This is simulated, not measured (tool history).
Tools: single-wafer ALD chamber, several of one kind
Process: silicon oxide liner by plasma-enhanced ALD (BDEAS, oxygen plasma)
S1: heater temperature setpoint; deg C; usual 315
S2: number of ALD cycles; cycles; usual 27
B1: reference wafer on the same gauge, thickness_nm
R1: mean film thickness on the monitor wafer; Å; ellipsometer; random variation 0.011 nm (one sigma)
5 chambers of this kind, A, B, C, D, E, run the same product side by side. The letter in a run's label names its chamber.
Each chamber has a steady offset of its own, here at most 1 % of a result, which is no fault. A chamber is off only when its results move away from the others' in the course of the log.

| run | hour | S1 | S2 | B1 | R1 |
|---|---|---|---|---|---|
| 1E | 7.7 | 315 | 27 | 2.6966 | 24.957 |
| 2C | 13.7 | 315 | 27 | 2.6993 | 24.342 |
| 3D | 18.9 | 315 | 27 | 2.6983 | 24.372 |
| 4B | 25.8 | 315 | 27 | 2.7021 | 24.855 |
| 5A | 34.2 | 315 | 27 | 2.7025 | 24.622 |
| 6A | 38.5 | 315 | 27 | 2.7003 | 24.723 |
| 7D | 47.2 | 315 | 27 | 2.6992 | 24.444 |
| 8C | 55.2 | 315 | 27 | 2.7028 | 24.19 |
| 9E | 63.2 | 327 | 31 | 2.6973 | 28.065 |
| 10B | 67.3 | 327 | 31 | 2.7026 | 27.783 |
| 11A | 76.3 | 327 | 31 | 2.6989 | 27.756 |
| 12D | 83.2 | 327 | 31 | 2.6983 | 27.734 |
| 13B | 87.7 | 327 | 31 | 2.7019 | 27.897 |
| 14C | 92.8 | 315 | 27 | 2.7027 | 24.553 |
| 15E | 100.3 | 315 | 27 | 2.6995 | 24.791 |
| 16B | 107.8 | 315 | 27 | 2.7019 | 24.741 |
| 17D | 114.3 | 315 | 27 | 2.7051 | 24.526 |
| 18C | 119.9 | 315 | 27 | 2.7016 | 24.603 |
| 19E | 126.1 | 315 | 27 | 2.6979 | 24.809 |
| 20A | 133.2 | 315 | 27 | 2.7012 | 24.703 |
| 21A | 141.3 | 315 | 27 | 2.6986 | 24.475 |
| 22D | 146.4 | 315 | 27 | 2.6996 | 24.314 |
| 23E | 152.8 | 315 | 27 | 2.6978 | 24.765 |
| 24B | 157.3 | 315 | 27 | 2.7001 | 24.735 |
| 25C | 162.2 | 315 | 22 | 2.702 | 19.975 |
| 26C | 170.2 | 315 | 22 | 2.7003 | 19.831 |
| 27E | 177.7 | 315 | 22 | 2.6992 | 20.428 |
| 28A | 186.4 | 315 | 22 | 2.7006 | 20.002 |
| 29D | 191.2 | 315 | 22 | 2.7012 | 19.814 |
| 30B | 198.5 | 315 | 27 | 2.7003 | 24.608 |

All 5 chambers run these settings next. Forecast each chamber's results:
| 31A | 205.1 | 307 | 27 |  | ? |
| 31B | 205.1 | 307 | 27 |  | ? |
| 31C | 205.1 | 307 | 27 |  | ? |
| 31D | 205.1 | 307 | 27 |  | ? |
| 31E | 205.1 | 307 | 27 |  | ? |

| run | R1 |
|---|---|
| 31A | 24.865 |
| 31B | 24.993 |
| 31C | 24.753 |
| 31D | 24.918 |
| 31E | 24.953 |
